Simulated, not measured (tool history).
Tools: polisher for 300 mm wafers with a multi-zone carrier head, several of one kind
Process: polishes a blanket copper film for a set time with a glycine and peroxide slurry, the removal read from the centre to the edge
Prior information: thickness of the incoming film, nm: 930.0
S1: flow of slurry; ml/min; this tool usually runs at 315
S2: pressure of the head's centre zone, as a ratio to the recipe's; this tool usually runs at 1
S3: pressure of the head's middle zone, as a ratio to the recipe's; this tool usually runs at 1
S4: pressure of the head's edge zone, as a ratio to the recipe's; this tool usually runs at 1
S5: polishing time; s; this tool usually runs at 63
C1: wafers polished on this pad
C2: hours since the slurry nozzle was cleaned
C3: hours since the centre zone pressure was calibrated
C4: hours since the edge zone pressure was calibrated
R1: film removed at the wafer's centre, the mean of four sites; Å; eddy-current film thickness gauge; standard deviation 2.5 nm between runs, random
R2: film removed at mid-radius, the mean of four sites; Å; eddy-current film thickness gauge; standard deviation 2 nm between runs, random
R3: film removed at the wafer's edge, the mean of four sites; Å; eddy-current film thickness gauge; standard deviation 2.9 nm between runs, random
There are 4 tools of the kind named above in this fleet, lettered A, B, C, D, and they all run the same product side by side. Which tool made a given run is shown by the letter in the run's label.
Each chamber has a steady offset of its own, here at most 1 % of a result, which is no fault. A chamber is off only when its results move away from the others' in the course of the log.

run,day,S1,S2,S3,S4,S5,C1,C2,C3,C4,R1,R2,R3
1D,0.242,315,1,1,1,63,664,312.6,558.7,186.1,2812.9,2826.2,2907.5
2B,0.446,315,1,1,1,63,504,711.6,1209.4,325.8,2803.5,2834.4,2840.5
# day 0.642: chamber D: worn pad replaced by a new one
3C,0.746,315,1,1,1,63,1118,53.5,484.7,944.1,2832.8,2823.7,2841.4
4A,1.117,315,1,1,1,63,785,418.3,626.1,393.6,2834.9,2850.4,2858.1
5B,1.538,315,1,1,1,63,780,737.8,1235.6,352,2844.5,2862,2839.8
# day 1.571: chamber A: worn pad replaced by a new one
# day 1.688: chamber A: slurry nozzle cleaned
6D,1.958,315,1,1,1,63,333,353.8,599.9,227.3,2828.4,2786.8,2847.3
7A,2.279,315,1,1,1,63,179,14.2,654,421.5,2821.3,2841.4,2806.5
# day 2.308: chamber B: worn pad replaced by a new one
8C,2.717,315,1,1,1,63,1616,100.8,532,991.4,2806.9,2848.5,2772.6
# day 2.871: chamber C: worn pad replaced by a new one
9B,2.921,315,1,1,1,63,154,771,1268.8,385.2,2824.8,2815.6,2849.4
# day 3.008: chamber B: centre zone pressure recalibrated
10D,3.125,315,1,1,1,63,628,381.8,627.9,255.3,2827.5,2787.3,2830
11C,3.538,315,1,1,1,63,168,120.5,551.7,1011.1,2845.7,2850,2804.1
12A,3.896,260,1,0.93,1,63,588,53,692.8,460.3,2763.6,2579.2,2763.2
# day 4.238: chamber D: worn pad replaced by a new one
13B,4.238,260,1,0.93,1,63,487,802.6,29.6,416.8,2767.7,2611.6,2789.8
14A,4.446,260,1,0.93,1,63,727,66.2,706,473.5,2767.2,2608.4,2830.3
15C,4.662,260,1,0.93,1,63,452,147.5,578.7,1038.1,2774.5,2593.7,2836.8
16D,4.962,315,1,1,1,63,183,425.9,672,299.4,2715.6,2809.8,2834.7
17A,5.212,400,1,1,1,63,921,84.6,724.4,491.9,2806.3,2898,2829.9
# day 5.396: chamber A: worn pad replaced by a new one
18B,5.562,400,1,1,1,63,822,834.4,61.4,448.6,2901.9,2893.7,2877.8
19D,5.904,400,1,1,1,63,421,448.5,694.6,322,2720.7,2829.4,2850.1
20C,6.312,400,1,1,1,63,869,187.1,618.3,1077.7,2872,2916.2,2870.1
# day 6.396: chamber B: worn pad replaced by a new one
# day 6.496: chamber A: centre zone pressure recalibrated
21D,6.583,315,1,1,1,63,592,464.8,710.9,338.3,2683,2796.2,2855.4
# day 6.933: chamber D: worn pad replaced by a new one
22B,6.958,315,1,1,1,63,143,867.9,94.9,482.1,2804,2851.9,2829.4
23C,7.329,315,1.1,0.91,1,63,1126,211.5,642.7,1102.1,3170.3,2599.3,2842.3
# day 7.529: chamber B: slurry nozzle cleaned
24A,7.588,315,1.1,0.91,1,63,554,141.6,26.2,548.9,3105.9,2597.5,2762.7
25C,7.788,315,1.1,0.91,1,63,1242,222.5,653.7,1113.1,3117.4,2587.1,2794.2
26A,7.988,315,1.1,0.91,1,63,655,151.2,35.8,558.5,3129.1,2569.9,2857.6
# day 8.2: chamber C: worn pad replaced by a new one
27D,8.329,315,1,1,1,50,352,506.7,752.8,380.2,2055,2244.2,2267.1
28B,8.662,315,1,1,1,50,573,27.3,135.8,523,2246.6,2244.5,2246.1
# day 8.796: chamber A: worn pad replaced by a new one
29A,8.946,315,1,1,1,50,38,174.2,58.8,581.5,2270.9,2261.7,2256.7
# day 9.05: chamber C: edge zone pressure recalibrated
30C,9.3,315,1,1,1,50,278,258.8,690,6.1,2239.2,2237.1,2207.2
31B,9.588,315,1,1,1,63,807,49.5,158,545.2,2827.4,2858.7,2813.6
# day 9.633: chamber D: worn pad replaced by a new one
32D,9.788,315,1,1,1,63,38,541.7,787.8,415.2,2569.7,2833.7,2790.1
33B,10.154,315,1,0.91,0.93,63,950,63.1,171.6,558.8,2855.2,2603.3,2715.6

Next, all 4 chambers run the settings below, one line each with question marks for the results. What does each chamber give?
34A,10.479,400,1,1,1,63,,,,,?,?,?
34B,10.479,400,1,1,1,63,,,,,?,?,?
34C,10.479,400,1,1,1,63,,,,,?,?,?
34D,10.479,400,1,1,1,63,,,,,?,?,?

run,R1,R2,R3
34A,2889.4,2897.2,2856.3
34B,2907,2875.4,2862.4
34C,2903.8,2896.3,2833.1
34D,2569.9,2873.6,2855.1

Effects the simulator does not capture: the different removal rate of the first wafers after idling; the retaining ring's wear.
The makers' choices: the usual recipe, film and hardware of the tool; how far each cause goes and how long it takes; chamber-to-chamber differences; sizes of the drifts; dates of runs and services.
